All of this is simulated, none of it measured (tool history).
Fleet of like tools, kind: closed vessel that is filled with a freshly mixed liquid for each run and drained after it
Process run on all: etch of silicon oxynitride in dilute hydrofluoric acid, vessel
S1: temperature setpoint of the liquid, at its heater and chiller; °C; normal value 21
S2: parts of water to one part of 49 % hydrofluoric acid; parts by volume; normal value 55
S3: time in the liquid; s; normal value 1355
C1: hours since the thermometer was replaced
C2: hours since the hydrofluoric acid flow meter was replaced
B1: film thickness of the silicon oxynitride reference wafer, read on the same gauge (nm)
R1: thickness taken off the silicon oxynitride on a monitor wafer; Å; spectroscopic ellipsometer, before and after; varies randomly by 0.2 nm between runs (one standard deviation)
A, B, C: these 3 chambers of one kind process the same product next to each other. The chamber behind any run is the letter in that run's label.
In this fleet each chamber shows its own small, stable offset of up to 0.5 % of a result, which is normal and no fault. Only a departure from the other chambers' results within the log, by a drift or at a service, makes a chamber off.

| run | day | S1 | S2 | S3 | C1 | C2 | B1 | R1 |
|---|---|---|---|---|---|---|---|---|
| 1C | 0.233 | 21 | 55 | 1355 | 254.4 | 604.3 | 49.976 | 321.7 |
| 2B | 0.454 | 21 | 55 | 1355 | 174.9 | 1207.5 | 50.042 | 321.79 |
| 3A | 0.725 | 21 | 55 | 1355 | 1665.1 | 137.2 | 49.996 | 316.3 |
| 4A | 1.033 | 21 | 55 | 1355 | 1672.5 | 144.6 | 49.979 | 316.99 |
| 5B | 1.329 | 21 | 55 | 1355 | 195.9 | 1228.5 | 50.025 | 317.58 |
| 6C | 1.55 | 21 | 55 | 1355 | 286 | 635.9 | 49.968 | 319.99 |
| 7A | 1.821 | 21 | 55 | 1355 | 1691.4 | 163.5 | 50.016 | 313.86 |
| 8C | 2.05 | 21 | 55 | 1355 | 298 | 647.9 | 50.006 | 318.62 |
| 9B | 2.3 | 21 | 55 | 1355 | 219.2 | 1251.8 | 50.001 | 317.56 |
| 10B | 2.571 | 21 | 55 | 785 | 225.7 | 1258.3 | 50.025 | 182.67 |
| 11C | 2.762 | 21 | 55 | 785 | 315.1 | 665 | 50.001 | 185.25 |
| 12A | 3.004 | 21 | 55 | 785 | 1719.8 | 191.9 | 50.032 | 184.99 |
| 13B | 3.142 | 21 | 55 | 1355 | 239.4 | 1272 | 49.97 | 319.68 |
| 14C | 3.283 | 21 | 55 | 1355 | 327.6 | 677.5 | 50.001 | 319.36 |
| 15A | 3.438 | 21 | 55 | 1355 | 1730.2 | 202.3 | 50.017 | 314.42 |
| 16A | 3.675 | 21 | 55 | 1355 | 1735.9 | 208 | 49.997 | 313.4 |
| 17C | 3.921 | 21 | 55 | 1355 | 342.9 | 692.8 | 50.021 | 324.57 |
| 18B | 4.221 | 21 | 55 | 1355 | 265.3 | 1297.9 | 50.005 | 320.31 |
| 19A | 4.358 | 21 | 55 | 1355 | 1752.3 | 224.4 | 49.997 | 314.56 |
| 20C | 4.517 | 21 | 55 | 1355 | 357.2 | 707.1 | 50.008 | 322.65 |
| 21B | 4.817 | 21 | 55 | 1355 | 279.6 | 1312.2 | 50.01 | 325.16 |
| 22B | 5.062 | 17 | 55 | 1060 | 285.5 | 1318.1 | 50.023 | 209.01 |
| 23C | 5.35 | 17 | 55 | 1060 | 377.2 | 727.1 | 50.032 | 208.38 |
| 24A | 5.629 | 17 | 55 | 1060 | 1782.8 | 254.9 | 49.981 | 199.74 |
| 25B | 5.908 | 21 | 55 | 1355 | 305.8 | 1338.4 | 49.99 | 330.02 |
| 26A | 6.204 | 21 | 55 | 1355 | 1796.6 | 268.7 | 50.023 | 314.19 |
| 27C | 6.454 | 21 | 55 | 1355 | 403.7 | 753.6 | 50.027 | 324.14 |
| 28B | 6.746 | 21 | 55 | 1355 | 325.9 | 1358.5 | 49.997 | 330.8 |
|  | 6.929 | chamber A: thermometer replaced |
| 29A | 7.046 | 21 | 55 | 1355 | 2.9 | 288.9 | 50.01 | 316.78 |
| 30C | 7.233 | 21 | 55 | 1355 | 422.4 | 772.3 | 49.987 | 320.4 |
| 31A | 7.412 | 21 | 55 | 1355 | 11.7 | 297.7 | 49.981 | 318.63 |
| 32B | 7.717 | 21 | 55 | 1355 | 349.2 | 1381.8 | 49.989 | 337.27 |
| 33C | 7.983 | 21 | 55 | 1355 | 440.4 | 790.3 | 50.023 | 319.47 |
| 34B | 8.296 | 21 | 55 | 1355 | 363.1 | 1395.7 | 50.013 | 336.22 |
| 35A | 8.608 | 21 | 55 | 1930 | 40.4 | 326.4 | 49.978 | 455.82 |
| 36C | 8.754 | 21 | 55 | 1930 | 458.9 | 808.8 | 49.986 | 458.81 |
|  | 8.933 | chamber C: hydrofluoric acid flow meter replaced |
| 37A | 8.958 | 21 | 55 | 1930 | 48.8 | 334.8 | 49.99 | 452.58 |
| 38B | 9.225 | 21 | 55 | 1355 | 385.4 | 1418 | 49.959 | 340.64 |
| 39C | 9.467 | 21 | 55 | 1355 | 476 | 12.9 | 49.997 | 317.29 |
| 40A | 9.612 | 21 | 55 | 1355 | 64.5 | 350.5 | 50.001 | 317.83 |
| 41B | 9.908 | 21 | 55 | 1355 | 401.8 | 1434.4 | 50.002 | 342.76 |

Read the log: is a single chamber off, either drifting away or since a service, is the gauge that measures every chamber drifting, or is nothing wrong beyond small per-chamber offsets? Name any odd chamber and what most likely caused it.

One chamber, B, drifts off from the rest bit by bit.
What lies behind it: hydrofluoric acid flow above the setpoint (%) = 7.05.
The log might look much the same if the cause were instead: liquid hotter than its thermometer reads (K).

Which of the 4 candidates below, each the usual settings with something changed and its results left as question marks, puts chamber B back in line with what the other chambers give on the usual settings?
A result is in line if it is within this distance of the other chambers' mean on the usual settings: R1 7 Å
| 42B-1 | 10.133 | 21 | 55 | 1315 |  |  |  | ? |
| 42B-2 | 10.133 | 21 | 55 | 1450 |  |  |  | ? |
| 42B-3 | 10.133 | 21 | 55 | 1390 |  |  |  | ? |
| 42B-4 | 10.133 | 19.5 | 55 | 1355 |  |  |  | ? |

Average result of the remaining chambers running the usual settings: R1 318.24 Å
| run | R1 |
|---|---|
| 42B-1 | 333.29 |
| 42B-2 | 367.5 |
| 42B-3 | 352.3 |
| 42B-4 | 319.01 |
Change 42B-4 lands the chamber within the allowed miss of the other chambers.
